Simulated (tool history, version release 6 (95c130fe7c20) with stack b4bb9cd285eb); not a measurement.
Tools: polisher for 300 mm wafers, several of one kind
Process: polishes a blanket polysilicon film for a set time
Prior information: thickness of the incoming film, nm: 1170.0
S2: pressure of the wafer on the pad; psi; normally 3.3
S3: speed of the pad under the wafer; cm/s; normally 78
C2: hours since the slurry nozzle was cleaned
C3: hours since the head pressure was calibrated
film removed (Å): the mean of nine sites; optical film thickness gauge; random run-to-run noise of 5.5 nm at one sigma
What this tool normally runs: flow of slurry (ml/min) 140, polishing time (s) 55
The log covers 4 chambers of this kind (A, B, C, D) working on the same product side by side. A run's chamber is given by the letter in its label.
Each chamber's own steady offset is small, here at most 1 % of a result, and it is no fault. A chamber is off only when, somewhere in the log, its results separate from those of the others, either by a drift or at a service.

run 1C hour=11.2 | flow_of_slurry_(ml/min)=140 S2=3.3 S3=78 polishing_time_(s)=55 | wafers_polished_on_this_pad=225 C2=204.6 C3=320.1 | film_removed_(Å)=3816.7
run 2A hour=21.1 | flow_of_slurry_(ml/min)=140 S2=3.3 S3=78 polishing_time_(s)=55 | wafers_polished_on_this_pad=294 C2=499.6 C3=279.3 | film_removed_(Å)=3859.5
run 3D hour=31.6 | flow_of_slurry_(ml/min)=140 S2=3.3 S3=78 polishing_time_(s)=55 | wafers_polished_on_this_pad=1447 C2=354.2 C3=49.3 | film_removed_(Å)=3875.4
run 4B hour=38.9 | flow_of_slurry_(ml/min)=140 S2=3.3 S3=78 polishing_time_(s)=55 | wafers_polished_on_this_pad=706 C2=212.3 C3=627.3 | film_removed_(Å)=3895.5
-- hour=41.4 chamber D: worn pad replaced by a new one
run 5B hour=45.4 | flow_of_slurry_(ml/min)=140 S2=3.3 S3=78 polishing_time_(s)=55 | wafers_polished_on_this_pad=753 C2=218.8 C3=633.8 | film_removed_(Å)=3910.8
run 6C hour=53.1 | flow_of_slurry_(ml/min)=140 S2=3.3 S3=78 polishing_time_(s)=55 | wafers_polished_on_this_pad=530 C2=246.5 C3=362 | film_removed_(Å)=3793
-- hour=59.3 chamber B: worn pad replaced by a new one
run 7D hour=63 | flow_of_slurry_(ml/min)=140 S2=3.3 S3=78 polishing_time_(s)=55 | wafers_polished_on_this_pad=157 C2=385.6 C3=80.7 | film_removed_(Å)=3795.6
-- hour=64.8 chamber B: slurry nozzle cleaned
run 8A hour=70.8 | flow_of_slurry_(ml/min)=140 S2=3.3 S3=78 polishing_time_(s)=55 | wafers_polished_on_this_pad=655 C2=549.3 C3=329 | film_removed_(Å)=3859.9
run 9D hour=75.7 | flow_of_slurry_(ml/min)=140 S2=3.3 S3=78 polishing_time_(s)=55 | wafers_polished_on_this_pad=249 C2=398.3 C3=93.4 | film_removed_(Å)=3790.1
run 10B hour=81.2 | flow_of_slurry_(ml/min)=140 S2=3.3 S3=78 polishing_time_(s)=55 | wafers_polished_on_this_pad=159 C2=16.5 C3=669.6 | film_removed_(Å)=3831.3
-- hour=87.8 chamber B: head pressure recalibrated
run 11A hour=91.7 | flow_of_slurry_(ml/min)=140 S2=3.3 S3=78 polishing_time_(s)=55 | wafers_polished_on_this_pad=807 C2=570.2 C3=349.9 | film_removed_(Å)=3869.5
run 12C hour=97.8 | flow_of_slurry_(ml/min)=140 S2=3.3 S3=78 polishing_time_(s)=55 | wafers_polished_on_this_pad=854 C2=291.2 C3=406.7 | film_removed_(Å)=3689.4
run 13D hour=104.7 | flow_of_slurry_(ml/min)=140 S2=3.3 S3=78 polishing_time_(s)=55 | wafers_polished_on_this_pad=460 C2=427.3 C3=122.4 | film_removed_(Å)=3949.6
run 14C hour=115.6 | flow_of_slurry_(ml/min)=140 S2=3.3 S3=78 polishing_time_(s)=55 | wafers_polished_on_this_pad=984 C2=309 C3=424.5 | film_removed_(Å)=3829
run 15B hour=123 | flow_of_slurry_(ml/min)=140 S2=3.3 S3=78 polishing_time_(s)=55 | wafers_polished_on_this_pad=463 C2=58.3 C3=35.2 | film_removed_(Å)=3932.8
run 16A hour=128 | flow_of_slurry_(ml/min)=140 S2=3.3 S3=78 polishing_time_(s)=55 | wafers_polished_on_this_pad=1071 C2=606.5 C3=386.2 | film_removed_(Å)=3926.8
run 17D hour=134 | flow_of_slurry_(ml/min)=140 S2=3.3 S3=78 polishing_time_(s)=55 | wafers_polished_on_this_pad=673 C2=456.6 C3=151.7 | film_removed_(Å)=3889.8
run 18B hour=144.9 | flow_of_slurry_(ml/min)=140 S2=3.3 S3=78 polishing_time_(s)=55 | wafers_polished_on_this_pad=622 C2=80.2 C3=57.1 | film_removed_(Å)=3922.5
-- hour=148.5 chamber C: worn pad replaced by a new one
run 19C hour=154.7 | flow_of_slurry_(ml/min)=140 S2=3.3 S3=78 polishing_time_(s)=55 | wafers_polished_on_this_pad=45 C2=348.1 C3=463.6 | film_removed_(Å)=3828.8
run 20A hour=165.1 | flow_of_slurry_(ml/min)=140 S2=3.3 S3=78 polishing_time_(s)=55 | wafers_polished_on_this_pad=1341 C2=643.6 C3=423.3 | film_removed_(Å)=3687
-- hour=169.9 chamber B: worn pad replaced by a new one
run 21A hour=174.1 | flow_of_slurry_(ml/min)=140 S2=3.8 S3=78 polishing_time_(s)=61 | wafers_polished_on_this_pad=1406 C2=652.6 C3=432.3 | film_removed_(Å)=4744
-- hour=174.6 chamber A: worn pad replaced by a new one
run 22D hour=185.4 | flow_of_slurry_(ml/min)=140 S2=3.8 S3=78 polishing_time_(s)=61 | wafers_polished_on_this_pad=1047 C2=508 C3=203.1 | film_removed_(Å)=4851.2
run 23B hour=194.4 | flow_of_slurry_(ml/min)=140 S2=3.8 S3=78 polishing_time_(s)=61 | wafers_polished_on_this_pad=178 C2=129.7 C3=106.6 | film_removed_(Å)=4947.1
run 24C hour=201.6 | flow_of_slurry_(ml/min)=140 S2=3.8 S3=78 polishing_time_(s)=61 | wafers_polished_on_this_pad=386 C2=395 C3=510.5 | film_removed_(Å)=4927.9
run 25A hour=211.9 | flow_of_slurry_(ml/min)=140 S2=3.3 S3=78 polishing_time_(s)=55 | wafers_polished_on_this_pad=271 C2=690.4 C3=470.1 | film_removed_(Å)=3647.1
run 26D hour=220.6 | flow_of_slurry_(ml/min)=140 S2=3.3 S3=78 polishing_time_(s)=55 | wafers_polished_on_this_pad=1303 C2=543.2 C3=238.3 | film_removed_(Å)=3787.1
run 27C hour=230.9 | flow_of_slurry_(ml/min)=140 S2=3.3 S3=78 polishing_time_(s)=55 | wafers_polished_on_this_pad=599 C2=424.3 C3=539.8 | film_removed_(Å)=3710.6
run 28B hour=236 | flow_of_slurry_(ml/min)=140 S2=3.3 S3=78 polishing_time_(s)=55 | wafers_polished_on_this_pad=480 C2=171.3 C3=148.2 | film_removed_(Å)=3889.2
-- hour=244 chamber C: slurry nozzle cleaned
run 29C hour=247.4 | flow_of_slurry_(ml/min)=140 S2=3.3 S3=78 polishing_time_(s)=55 | wafers_polished_on_this_pad=718 C2=3.4 C3=556.3 | film_removed_(Å)=3790.3
run 30B hour=254.9 | flow_of_slurry_(ml/min)=140 S2=3.3 S3=78 polishing_time_(s)=55 | wafers_polished_on_this_pad=618 C2=190.2 C3=167.1 | film_removed_(Å)=3868.7
run 31A hour=263.9 | flow_of_slurry_(ml/min)=140 S2=3.3 S3=78 polishing_time_(s)=55 | wafers_polished_on_this_pad=649 C2=742.4 C3=522.1 | film_removed_(Å)=3439

Next, every chamber runs the same settings. What will each give?
run 32A hour=272.1 | flow_of_slurry_(ml/min)=140 S2=3.3 S3=90 polishing_time_(s)=55 | film_removed_(Å)=?
run 32B hour=272.1 | flow_of_slurry_(ml/min)=140 S2=3.3 S3=90 polishing_time_(s)=55 | film_removed_(Å)=?
run 32C hour=272.1 | flow_of_slurry_(ml/min)=140 S2=3.3 S3=90 polishing_time_(s)=55 | film_removed_(Å)=?
run 32D hour=272.1 | flow_of_slurry_(ml/min)=140 S2=3.3 S3=90 polishing_time_(s)=55 | film_removed_(Å)=?

run=32A film_removed_(Å)=4038.5
run=32B film_removed_(Å)=4525.1
run=32C film_removed_(Å)=4426.6
run=32D film_removed_(Å)=4493.8

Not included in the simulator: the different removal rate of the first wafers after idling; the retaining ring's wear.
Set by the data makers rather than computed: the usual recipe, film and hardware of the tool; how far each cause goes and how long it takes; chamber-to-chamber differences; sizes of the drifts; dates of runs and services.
